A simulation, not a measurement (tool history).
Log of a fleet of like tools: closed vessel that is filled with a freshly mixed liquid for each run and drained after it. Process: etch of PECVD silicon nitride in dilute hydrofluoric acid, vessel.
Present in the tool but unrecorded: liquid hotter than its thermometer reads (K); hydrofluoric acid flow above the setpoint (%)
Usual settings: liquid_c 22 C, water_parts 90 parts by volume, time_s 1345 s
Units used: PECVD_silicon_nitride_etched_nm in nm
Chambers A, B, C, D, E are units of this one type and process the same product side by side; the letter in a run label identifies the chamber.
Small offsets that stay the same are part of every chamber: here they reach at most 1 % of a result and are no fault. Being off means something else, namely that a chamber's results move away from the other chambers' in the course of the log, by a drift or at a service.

run	hour	liquid_c	water_parts	time_s	hours since the thermometer was replaced	hours since the hydrofluoric acid flow meter was replaced	read-back film thickness of the PECVD silicon nitride reference wafer, read on the same gauge (nm)	PECVD_silicon_nitride_etched_nm
1C	8	22	90	1345	521.1	173.9	140.02	42.139
2A	14.8	22	90	1345	248	690.3	139.98	42.058
3D	24.8	22	90	1345	619.2	378.6	140	41.367
4E	30.9	22	90	1345	978.5	953.7	140	42.537
5B	37.1	22	90	1345	1545.3	654.3	140.03	43.625
6B	43.6	22	90	1345	1551.8	660.8	140.03	42.815
7E	54.1	22	90	1345	1001.7	976.9	139.98	42.852
8D	68	22	125	1045	662.4	421.8	139.99	23.816
9A	78.4	22	125	1045	311.6	753.9	139.97	23.858
10C	89.9	22	125	1045	603	255.8	140	23.565
11C	96.9	22	125	1045	610	262.8	140.01	23.581
12E	106.9	22	125	1045	1054.5	1029.7	140.01	23.837
# hour 109: chamber B: thermometer replaced
13A	117.9	22	90	1345	351.1	793.4	139.99	42.485
14B	128.3	22	90	1345	19.3	745.5	140.02	42.834
15D	134.7	22	90	1345	729.1	488.5	140	42.525
16B	145.2	22	90	1345	36.2	762.4	139.98	42.487
# hour 151.9: chamber E: thermometer replaced
17A	154.1	26	90	1345	387.3	829.6	139.99	54.712
18D	168	26	90	1345	762.4	521.8	139.98	55.013
19E	178.8	26	90	1345	27	1101.6	140.02	56.085
20C	191.7	26	90	1345	704.8	357.6	140	54.912
21C	199.5	26	90	1345	712.6	365.4	139.99	55.837
22B	211.9	22	105	1345	102.9	829.1	140.02	36.65
23D	222.5	22	105	1345	816.9	576.3	140.01	36.53
24E	230.5	22	105	1345	78.7	1153.3	140.02	38.521
25A	237.4	22	105	1345	470.6	912.9	139.98	35.939
26C	244	22	105	1345	757.1	409.9	140.02	36.043
27B	253.6	22	90	1345	144.6	870.8	140.03	42.814
28A	260.1	22	90	1345	493.3	935.6	140.03	43.301
29D	266.3	22	90	1345	860.7	620.1	139.99	41.966
30E	277	22	90	1345	125.2	1199.8	140	44.28
# hour 280.4: chamber A: thermometer replaced
31D	286.2	22	90	1345	880.6	640	140.03	41.548
32B	296.2	22	90	1345	187.2	913.4	140	42.363
33E	303.5	22	90	1345	151.7	1226.3	139.99	46.117
34C	310.6	22	90	1345	823.7	476.5	139.99	42.667
35A	323.5	22	90	1345	43.2	999	139.98	42.433
36C	332.9	22	90	1345	846	498.8	140	42.529
37B	343.8	22	90	1345	234.8	961	139.97	42.43
38E	354.5	22	90	1345	202.7	1277.3	139.97	46.35
39D	366.3	22	90	1345	960.7	720.1	139.99	42.342
40A	379.7	22	90	1345	99.4	1055.2	140.02	42.271

The same settings go to every chamber for the next run, one line per chamber below. Forecast the results for each:
41A	389.8	22	90	700				?
41B	389.8	22	90	700				?
41C	389.8	22	90	700				?
41D	389.8	22	90	700				?
41E	389.8	22	90	700				?

run	PECVD_silicon_nitride_etched_nm
41A	22.172
41B	22.075
41C	22.093
41D	22.091
41E	24.131

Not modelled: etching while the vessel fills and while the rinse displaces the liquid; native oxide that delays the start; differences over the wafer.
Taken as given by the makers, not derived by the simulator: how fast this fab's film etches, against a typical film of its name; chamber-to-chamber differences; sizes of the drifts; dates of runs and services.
